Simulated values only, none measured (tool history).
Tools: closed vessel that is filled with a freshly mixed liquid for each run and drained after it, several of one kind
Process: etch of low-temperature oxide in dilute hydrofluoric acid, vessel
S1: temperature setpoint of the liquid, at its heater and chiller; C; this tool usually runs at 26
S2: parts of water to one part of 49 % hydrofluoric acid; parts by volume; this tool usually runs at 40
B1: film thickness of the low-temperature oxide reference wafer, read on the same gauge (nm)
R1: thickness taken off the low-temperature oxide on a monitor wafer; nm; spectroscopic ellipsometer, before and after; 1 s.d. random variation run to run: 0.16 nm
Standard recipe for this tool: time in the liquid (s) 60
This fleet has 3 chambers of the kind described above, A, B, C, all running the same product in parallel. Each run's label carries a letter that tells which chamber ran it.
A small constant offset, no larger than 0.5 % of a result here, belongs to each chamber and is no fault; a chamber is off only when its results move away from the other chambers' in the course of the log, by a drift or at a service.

run 1A hour=11.8 | S1=26 S2=40 time_in_the_liquid_(s)=60 | B1=139.99 | R1=39.669
run 2B hour=20.1 | S1=26 S2=40 time_in_the_liquid_(s)=60 | B1=140.02 | R1=39.542
run 3C hour=33.1 | S1=26 S2=40 time_in_the_liquid_(s)=60 | B1=139.99 | R1=39.812
run 4A hour=43.6 | S1=26 S2=40 time_in_the_liquid_(s)=60 | B1=139.99 | R1=40.1
run 5B hour=56.7 | S1=26 S2=40 time_in_the_liquid_(s)=60 | B1=140.02 | R1=39.543
run 6C hour=65.5 | S1=26 S2=40 time_in_the_liquid_(s)=60 | B1=140.02 | R1=39.84
run 7A hour=72.1 | S1=26 S2=40 time_in_the_liquid_(s)=60 | B1=139.99 | R1=39.877
run 8B hour=82.5 | S1=26 S2=40 time_in_the_liquid_(s)=60 | B1=139.99 | R1=39.933
run 9C hour=91.3 | S1=26 S2=40 time_in_the_liquid_(s)=60 | B1=140 | R1=39.433
run 10C hour=99.7 | S1=23.5 S2=40 time_in_the_liquid_(s)=60 | B1=140.01 | R1=35.759
run 11A hour=106.1 | S1=23.5 S2=40 time_in_the_liquid_(s)=60 | B1=140 | R1=35.854
run 12B hour=116.9 | S1=23.5 S2=40 time_in_the_liquid_(s)=60 | B1=140.04 | R1=35.686
run 13A hour=126.7 | S1=26 S2=40 time_in_the_liquid_(s)=60 | B1=139.97 | R1=39.692
-- hour=134.2 chamber B: hydrofluoric acid flow meter replaced
run 14B hour=139 | S1=26 S2=60 time_in_the_liquid_(s)=60 | B1=140.01 | R1=25.506
-- hour=147.7 chamber C: hydrofluoric acid flow meter replaced
run 15C hour=151.6 | S1=26 S2=60 time_in_the_liquid_(s)=60 | B1=140 | R1=25.193
run 16C hour=164.6 | S1=26 S2=60 time_in_the_liquid_(s)=60 | B1=140 | R1=24.883
run 17A hour=171 | S1=26 S2=40 time_in_the_liquid_(s)=60 | B1=140.04 | R1=39.826
run 18B hour=182.4 | S1=26 S2=40 time_in_the_liquid_(s)=60 | B1=139.98 | R1=39.41
run 19A hour=188.2 | S1=26 S2=40 time_in_the_liquid_(s)=60 | B1=139.98 | R1=39.661
run 20C hour=194.9 | S1=26 S2=40 time_in_the_liquid_(s)=60 | B1=140.01 | R1=38.075

Next, every chamber runs the same settings. What will each give?
run 21A hour=204.4 | S1=26 S2=40 time_in_the_liquid_(s)=60 | R1=?
run 21B hour=204.4 | S1=26 S2=40 time_in_the_liquid_(s)=60 | R1=?
run 21C hour=204.4 | S1=26 S2=40 time_in_the_liquid_(s)=60 | R1=?

run=21A R1=39.883
run=21B R1=39.237
run=21C R1=37.985

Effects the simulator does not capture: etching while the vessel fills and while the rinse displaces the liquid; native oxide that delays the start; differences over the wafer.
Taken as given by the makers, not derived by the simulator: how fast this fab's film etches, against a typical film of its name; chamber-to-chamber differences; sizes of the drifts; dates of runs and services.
